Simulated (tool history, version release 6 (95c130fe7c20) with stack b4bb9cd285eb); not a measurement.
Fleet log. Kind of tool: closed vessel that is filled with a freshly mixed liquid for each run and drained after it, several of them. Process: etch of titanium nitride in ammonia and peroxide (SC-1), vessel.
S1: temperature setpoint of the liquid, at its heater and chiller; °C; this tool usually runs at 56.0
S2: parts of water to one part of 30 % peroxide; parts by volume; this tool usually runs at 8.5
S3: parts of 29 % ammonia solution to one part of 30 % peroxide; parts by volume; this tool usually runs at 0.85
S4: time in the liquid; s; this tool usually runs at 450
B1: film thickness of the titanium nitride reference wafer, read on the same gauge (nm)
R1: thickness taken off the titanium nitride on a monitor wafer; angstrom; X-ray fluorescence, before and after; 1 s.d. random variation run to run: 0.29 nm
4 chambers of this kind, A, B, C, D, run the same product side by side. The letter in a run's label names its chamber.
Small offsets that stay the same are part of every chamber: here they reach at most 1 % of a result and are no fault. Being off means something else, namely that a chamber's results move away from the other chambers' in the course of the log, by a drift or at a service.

{"run": "1B", "hour": 5.8, "S1": 56.0, "S2": 8.5, "S3": 0.85, "S4": 450, "B1": 110.0, "R1": 364.14}
{"run": "2A", "hour": 11.6, "S1": 56.0, "S2": 8.5, "S3": 0.85, "S4": 450, "B1": 109.99, "R1": 360.96}
{"run": "3D", "hour": 20.9, "S1": 56.0, "S2": 8.5, "S3": 0.85, "S4": 450, "B1": 110.01, "R1": 357.21}
{"run": "4C", "hour": 32.2, "S1": 56.0, "S2": 8.5, "S3": 0.85, "S4": 450, "B1": 109.99, "R1": 353.88}
{"run": "5A", "hour": 42.2, "S1": 56.0, "S2": 8.5, "S3": 0.85, "S4": 450, "B1": 109.99, "R1": 359.65}
{"run": "6D", "hour": 49.1, "S1": 56.0, "S2": 8.5, "S3": 0.85, "S4": 450, "B1": 110.01, "R1": 359.77}
{"run": "7C", "hour": 55.1, "S1": 56.0, "S2": 8.5, "S3": 0.85, "S4": 450, "B1": 110.0, "R1": 356.27}
{"run": "8B", "hour": 64.7, "S1": 56.0, "S2": 8.5, "S3": 0.85, "S4": 450, "B1": 110.01, "R1": 354.22}
{"run": "9A", "hour": 72.4, "S1": 56.0, "S2": 8.5, "S3": 0.85, "S4": 450, "B1": 110.0, "R1": 356.33}
{"run": "10C", "hour": 80.7, "S1": 56.0, "S2": 8.5, "S3": 0.85, "S4": 450, "B1": 110.01, "R1": 362.95}
{"run": "11D", "hour": 91.0, "S1": 56.0, "S2": 8.5, "S3": 0.85, "S4": 450, "B1": 110.0, "R1": 360.67}
{"run": "12B", "hour": 96.4, "S1": 52.0, "S2": 11.5, "S3": 0.85, "S4": 450, "B1": 110.02, "R1": 229.27}
{"run": "13D", "hour": 104.6, "S1": 52.0, "S2": 11.5, "S3": 0.85, "S4": 450, "B1": 110.01, "R1": 236.93}
{"hour": 108.6, "done": "chamber C: new drum of ammonia solution connected"}
{"run": "14B", "hour": 111.4, "S1": 52.0, "S2": 11.5, "S3": 0.85, "S4": 450, "B1": 110.01, "R1": 229.39}
{"run": "15A", "hour": 121.2, "S1": 52.0, "S2": 11.5, "S3": 0.85, "S4": 450, "B1": 110.01, "R1": 231.79}
{"run": "16C", "hour": 127.4, "S1": 56.0, "S2": 8.5, "S3": 0.85, "S4": 695, "B1": 110.02, "R1": 547.79}
{"run": "17D", "hour": 133.8, "S1": 56.0, "S2": 8.5, "S3": 0.85, "S4": 695, "B1": 110.0, "R1": 556.02}
{"run": "18C", "hour": 142.4, "S1": 56.0, "S2": 8.5, "S3": 0.85, "S4": 695, "B1": 110.01, "R1": 551.91}
{"run": "19A", "hour": 147.5, "S1": 56.0, "S2": 8.5, "S3": 0.85, "S4": 695, "B1": 110.0, "R1": 548.36}
{"run": "20B", "hour": 156.3, "S1": 56.0, "S2": 8.5, "S3": 0.85, "S4": 450, "B1": 110.0, "R1": 350.06}
{"run": "21A", "hour": 167.0, "S1": 56.0, "S2": 8.5, "S3": 0.85, "S4": 450, "B1": 110.01, "R1": 366.16}
{"run": "22D", "hour": 171.9, "S1": 56.0, "S2": 8.5, "S3": 0.85, "S4": 450, "B1": 109.97, "R1": 358.23}
{"hour": 174.7, "done": "chamber C: thermometer replaced"}
{"run": "23C", "hour": 179.8, "S1": 56.0, "S2": 8.5, "S3": 0.85, "S4": 450, "B1": 110.0, "R1": 355.17}
{"hour": 181.6, "done": "chamber B: ammonia flow meter replaced"}
{"run": "24B", "hour": 185.6, "S1": 56.0, "S2": 8.5, "S3": 0.85, "S4": 450, "B1": 110.0, "R1": 344.2}
{"run": "25A", "hour": 192.1, "S1": 56.0, "S2": 8.5, "S3": 0.85, "S4": 450, "B1": 110.0, "R1": 362.38}

Predict what each chamber gives when all 4 of them run the settings below next.
{"run": "26A", "hour": 200.2, "S1": 47.5, "S2": 8.5, "S3": 0.85, "S4": 450, "R1": "?"}
{"run": "26B", "hour": 200.2, "S1": 47.5, "S2": 8.5, "S3": 0.85, "S4": 450, "R1": "?"}
{"run": "26C", "hour": 200.2, "S1": 47.5, "S2": 8.5, "S3": 0.85, "S4": 450, "R1": "?"}
{"run": "26D", "hour": 200.2, "S1": 47.5, "S2": 8.5, "S3": 0.85, "S4": 450, "R1": "?"}

run=26A R1=198.45
run=26B R1=190.79
run=26C R1=199.66
run=26D R1=201.23
